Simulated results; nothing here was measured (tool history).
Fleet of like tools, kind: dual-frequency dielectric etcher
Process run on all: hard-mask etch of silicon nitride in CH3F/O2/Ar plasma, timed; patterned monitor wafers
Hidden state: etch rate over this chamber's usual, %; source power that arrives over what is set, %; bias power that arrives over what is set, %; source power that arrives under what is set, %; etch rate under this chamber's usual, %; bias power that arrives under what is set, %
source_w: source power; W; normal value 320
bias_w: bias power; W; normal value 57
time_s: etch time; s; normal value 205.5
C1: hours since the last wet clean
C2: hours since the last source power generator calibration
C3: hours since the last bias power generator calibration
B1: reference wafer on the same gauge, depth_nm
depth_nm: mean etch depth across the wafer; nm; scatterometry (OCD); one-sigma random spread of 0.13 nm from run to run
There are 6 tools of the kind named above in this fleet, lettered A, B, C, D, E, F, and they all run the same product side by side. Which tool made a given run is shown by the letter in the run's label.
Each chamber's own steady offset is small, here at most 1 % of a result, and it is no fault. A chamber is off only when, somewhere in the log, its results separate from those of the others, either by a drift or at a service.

run 1A hour=3.3 | source_w=320 bias_w=57 time_s=205.5 | C1=346.9 C2=393.5 C3=511.7 | B1=119.99 | depth_nm=122.66
run 2D hour=7.8 | source_w=320 bias_w=57 time_s=205.5 | C1=79.1 C2=661.9 C3=1563.3 | B1=119.93 | depth_nm=122.96
run 3F hour=10.5 | source_w=320 bias_w=57 time_s=205.5 | C1=347.2 C2=2929.3 C3=564.3 | B1=119.94 | depth_nm=122.25
run 4E hour=14.2 | source_w=320 bias_w=57 time_s=205.5 | C1=70.8 C2=252.3 C3=400.2 | B1=119.95 | depth_nm=122.33
run 5C hour=17.7 | source_w=320 bias_w=57 time_s=205.5 | C1=156 C2=2383.2 C3=674 | B1=119.96 | depth_nm=122.37
run 6B hour=20.7 | source_w=320 bias_w=57 time_s=205.5 | C1=483.3 C2=310.3 C3=1245.2 | B1=119.95 | depth_nm=121.69
run 7B hour=24.2 | source_w=250 bias_w=57 time_s=205.5 | C1=486.8 C2=313.8 C3=1248.7 | B1=119.91 | depth_nm=110.32
run 8C hour=27.9 | source_w=250 bias_w=57 time_s=205.5 | C1=166.2 C2=2393.4 C3=684.2 | B1=119.89 | depth_nm=111.18
run 9A hour=30.1 | source_w=250 bias_w=57 time_s=205.5 | C1=373.7 C2=420.3 C3=538.5 | B1=119.9 | depth_nm=111.2
run 10E hour=34.3 | source_w=250 bias_w=57 time_s=205.5 | C1=90.9 C2=272.4 C3=420.3 | B1=119.86 | depth_nm=110.99
run 11D hour=37.7 | source_w=250 bias_w=57 time_s=205.5 | C1=109 C2=691.8 C3=1593.2 | B1=119.86 | depth_nm=111.72
run 12F hour=41.1 | source_w=250 bias_w=57 time_s=205.5 | C1=377.8 C2=2959.9 C3=594.9 | B1=119.87 | depth_nm=111.3
run 13F hour=44.4 | source_w=390 bias_w=57 time_s=239 | C1=381.1 C2=2963.2 C3=598.2 | B1=119.85 | depth_nm=153.12
run 14E hour=47 | source_w=390 bias_w=57 time_s=239 | C1=103.6 C2=285.1 C3=433 | B1=119.84 | depth_nm=153.4
run 15D hour=51.4 | source_w=390 bias_w=57 time_s=239 | C1=122.7 C2=705.5 C3=1606.9 | B1=119.82 | depth_nm=153.95
run 16B hour=55 | source_w=390 bias_w=57 time_s=239 | C1=517.6 C2=344.6 C3=1279.5 | B1=119.81 | depth_nm=152.49
run 17A hour=58.9 | source_w=390 bias_w=57 time_s=239 | C1=402.5 C2=449.1 C3=567.3 | B1=119.81 | depth_nm=153.73
run 18C hour=62.6 | source_w=390 bias_w=57 time_s=239 | C1=200.9 C2=2428.1 C3=718.9 | B1=119.75 | depth_nm=153.92
run 19F hour=67.6 | source_w=260 bias_w=57 time_s=157 | C1=404.3 C2=2986.4 C3=621.4 | B1=119.73 | depth_nm=86.306
run 20D hour=70.6 | source_w=260 bias_w=57 time_s=157 | C1=141.9 C2=724.7 C3=1626.1 | B1=119.73 | depth_nm=86.447
run 21A hour=74.3 | source_w=260 bias_w=57 time_s=157 | C1=417.9 C2=464.5 C3=582.7 | B1=119.72 | depth_nm=85.984
run 22C hour=76.9 | source_w=260 bias_w=57 time_s=157 | C1=215.2 C2=2442.4 C3=733.2 | B1=119.7 | depth_nm=86.146
run 23E hour=81.9 | source_w=260 bias_w=57 time_s=157 | C1=138.5 C2=320 C3=467.9 | B1=119.72 | depth_nm=86.028
run 24B hour=85.8 | source_w=260 bias_w=57 time_s=157 | C1=548.4 C2=375.4 C3=1310.3 | B1=119.69 | depth_nm=85.261
run 25D hour=90.2 | source_w=320 bias_w=57 time_s=205.5 | C1=161.5 C2=744.3 C3=1645.7 | B1=119.69 | depth_nm=122.71
run 26A hour=93.9 | source_w=320 bias_w=57 time_s=205.5 | C1=437.5 C2=484.1 C3=602.3 | B1=119.67 | depth_nm=122.19
run 27F hour=97.9 | source_w=370 bias_w=57 time_s=185.5 | C1=434.6 C2=3016.7 C3=651.7 | B1=119.62 | depth_nm=116.43
run 28B hour=102.5 | source_w=370 bias_w=57 time_s=185.5 | C1=565.1 C2=392.1 C3=1327 | B1=119.65 | depth_nm=115.71
run 29E hour=106.8 | source_w=370 bias_w=57 time_s=185.5 | C1=163.4 C2=344.9 C3=492.8 | B1=119.64 | depth_nm=116.43
run 30C hour=109 | source_w=370 bias_w=57 time_s=185.5 | C1=247.3 C2=2474.5 C3=765.3 | B1=119.6 | depth_nm=116.85
run 31F hour=111.4 | source_w=370 bias_w=57 time_s=185.5 | C1=448.1 C2=3030.2 C3=665.2 | B1=119.62 | depth_nm=116.29
run 32E hour=114.9 | source_w=370 bias_w=57 time_s=185.5 | C1=171.5 C2=353 C3=500.9 | B1=119.62 | depth_nm=116.53
run 33C hour=119.7 | source_w=320 bias_w=57 time_s=205.5 | C1=258 C2=2485.2 C3=776 | B1=119.55 | depth_nm=122.27
run 34D hour=122.6 | source_w=320 bias_w=57 time_s=205.5 | C1=193.9 C2=776.7 C3=1678.1 | B1=119.55 | depth_nm=122.43
run 35B hour=127.1 | source_w=320 bias_w=57 time_s=205.5 | C1=589.7 C2=416.7 C3=1351.6 | B1=119.55 | depth_nm=120.99
run 36A hour=130.6 | source_w=320 bias_w=57 time_s=205.5 | C1=474.2 C2=520.8 C3=639 | B1=119.53 | depth_nm=122.12
run 37F hour=133.5 | source_w=320 bias_w=57 time_s=205.5 | C1=470.2 C2=3052.3 C3=687.3 | B1=119.52 | depth_nm=121.97
run 38C hour=137.9 | source_w=320 bias_w=64 time_s=205.5 | C1=276.2 C2=2503.4 C3=794.2 | B1=119.51 | depth_nm=126.9

Read the log: is a single chamber off, either drifting away or since a service, is the gauge that measures every chamber drifting, or is nothing wrong beyond small per-chamber offsets? Name any odd chamber and what most likely caused it.

Gauge drift. The chambers move together only on paper, and none stands off.
Cause: gauge reads low (%) = 0.423.

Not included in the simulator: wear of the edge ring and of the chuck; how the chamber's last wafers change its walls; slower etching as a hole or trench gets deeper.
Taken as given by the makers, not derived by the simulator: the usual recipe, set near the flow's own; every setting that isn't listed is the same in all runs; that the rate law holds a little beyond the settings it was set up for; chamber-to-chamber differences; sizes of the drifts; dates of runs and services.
